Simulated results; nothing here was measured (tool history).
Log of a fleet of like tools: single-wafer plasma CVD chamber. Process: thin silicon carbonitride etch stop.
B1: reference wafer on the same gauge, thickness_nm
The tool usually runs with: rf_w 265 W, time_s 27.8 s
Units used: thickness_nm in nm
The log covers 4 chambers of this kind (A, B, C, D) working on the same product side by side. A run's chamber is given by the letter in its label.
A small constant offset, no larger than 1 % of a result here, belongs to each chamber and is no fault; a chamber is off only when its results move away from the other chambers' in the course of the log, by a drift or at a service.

run 1A hour=12.9 | rf_w=265 time_s=27.8 | B1=14.005 | thickness_nm=17.308
-- hour=15.2 chamber D: RF generator calibrated
run 2D hour=24.7 | rf_w=265 time_s=27.8 | B1=14.008 | thickness_nm=17.244
run 3C hour=32.7 | rf_w=265 time_s=27.8 | B1=14.007 | thickness_nm=17.424
run 4B hour=44 | rf_w=265 time_s=27.8 | B1=14.009 | thickness_nm=17.261
run 5A hour=57.5 | rf_w=265 time_s=27.8 | B1=13.996 | thickness_nm=17.224
run 6D hour=65.6 | rf_w=265 time_s=27.8 | B1=14.002 | thickness_nm=17.263
run 7B hour=80.3 | rf_w=265 time_s=27.8 | B1=13.991 | thickness_nm=17.399
run 8C hour=90.3 | rf_w=265 time_s=27.8 | B1=14.014 | thickness_nm=17.283
run 9B hour=100.5 | rf_w=265 time_s=27.8 | B1=13.986 | thickness_nm=17.322
run 10C hour=111.7 | rf_w=265 time_s=27.8 | B1=14.004 | thickness_nm=17.321
run 11A hour=118.7 | rf_w=265 time_s=27.8 | B1=14 | thickness_nm=17.277
run 12D hour=132.2 | rf_w=265 time_s=27.8 | B1=13.987 | thickness_nm=17.29
run 13C hour=143 | rf_w=265 time_s=27.8 | B1=13.995 | thickness_nm=17.238
run 14A hour=150.4 | rf_w=265 time_s=27.8 | B1=13.987 | thickness_nm=17.259
run 15B hour=165.4 | rf_w=265 time_s=27.8 | B1=13.994 | thickness_nm=17.329
run 16D hour=172.9 | rf_w=265 time_s=27.8 | B1=14.001 | thickness_nm=17.265
run 17A hour=187.1 | rf_w=265 time_s=27.8 | B1=14.009 | thickness_nm=17.243
run 18B hour=198 | rf_w=265 time_s=27.8 | B1=14.004 | thickness_nm=17.337
run 19C hour=210.4 | rf_w=265 time_s=27.8 | B1=13.999 | thickness_nm=17.262
run 20D hour=219.5 | rf_w=265 time_s=27.8 | B1=13.995 | thickness_nm=17.277
run 21D hour=227.1 | rf_w=265 time_s=27.8 | B1=14.019 | thickness_nm=17.361
run 22B hour=239.8 | rf_w=265 time_s=27.8 | B1=13.993 | thickness_nm=17.319
-- hour=250.1 chamber D: thermocouple changed; heater temperature recalibrated
run 23C hour=250.8 | rf_w=265 time_s=27.8 | B1=14.022 | thickness_nm=17.132
run 24A hour=262.3 | rf_w=265 time_s=27.8 | B1=13.993 | thickness_nm=17.062
run 25B hour=276.4 | rf_w=265 time_s=27.8 | B1=13.998 | thickness_nm=17.219
run 26C hour=285.3 | rf_w=265 time_s=27.8 | B1=14.018 | thickness_nm=17.13
run 27A hour=299.2 | rf_w=225 time_s=27.8 | B1=13.984 | thickness_nm=16.544
-- hour=307.3 chamber A: RF generator calibrated
run 28D hour=309.6 | rf_w=225 time_s=27.8 | B1=13.99 | thickness_nm=16.4
run 29D hour=325 | rf_w=225 time_s=27.8 | B1=13.97 | thickness_nm=16.339
run 30A hour=335.4 | rf_w=225 time_s=27.8 | B1=13.992 | thickness_nm=16.5
run 31C hour=342.7 | rf_w=265 time_s=27.8 | B1=13.98 | thickness_nm=17.328
run 32B hour=351.2 | rf_w=265 time_s=27.8 | B1=14.003 | thickness_nm=17.378
run 33B hour=361.8 | rf_w=265 time_s=27.8 | B1=14.003 | thickness_nm=17.242
run 34D hour=373.1 | rf_w=265 time_s=27.8 | B1=13.986 | thickness_nm=17.385
run 35A hour=386.7 | rf_w=285 time_s=27.8 | B1=14.001 | thickness_nm=17.731
run 36C hour=399 | rf_w=285 time_s=27.8 | B1=14.015 | thickness_nm=17.682
run 37D hour=414.6 | rf_w=285 time_s=27.8 | B1=14.008 | thickness_nm=17.674
run 38B hour=425.6 | rf_w=285 time_s=27.8 | B1=13.994 | thickness_nm=17.83
run 39A hour=435.8 | rf_w=265 time_s=27.8 | B1=13.997 | thickness_nm=17.375

Has any chamber moved away from the others, gradually or after a service, or does the common gauge drift, or do the chambers differ only by their own small steady offsets? State the chamber and the most likely cause if one applies.

The fleet is healthy, with each chamber sitting at its usual small offset and no drift in the gauge.
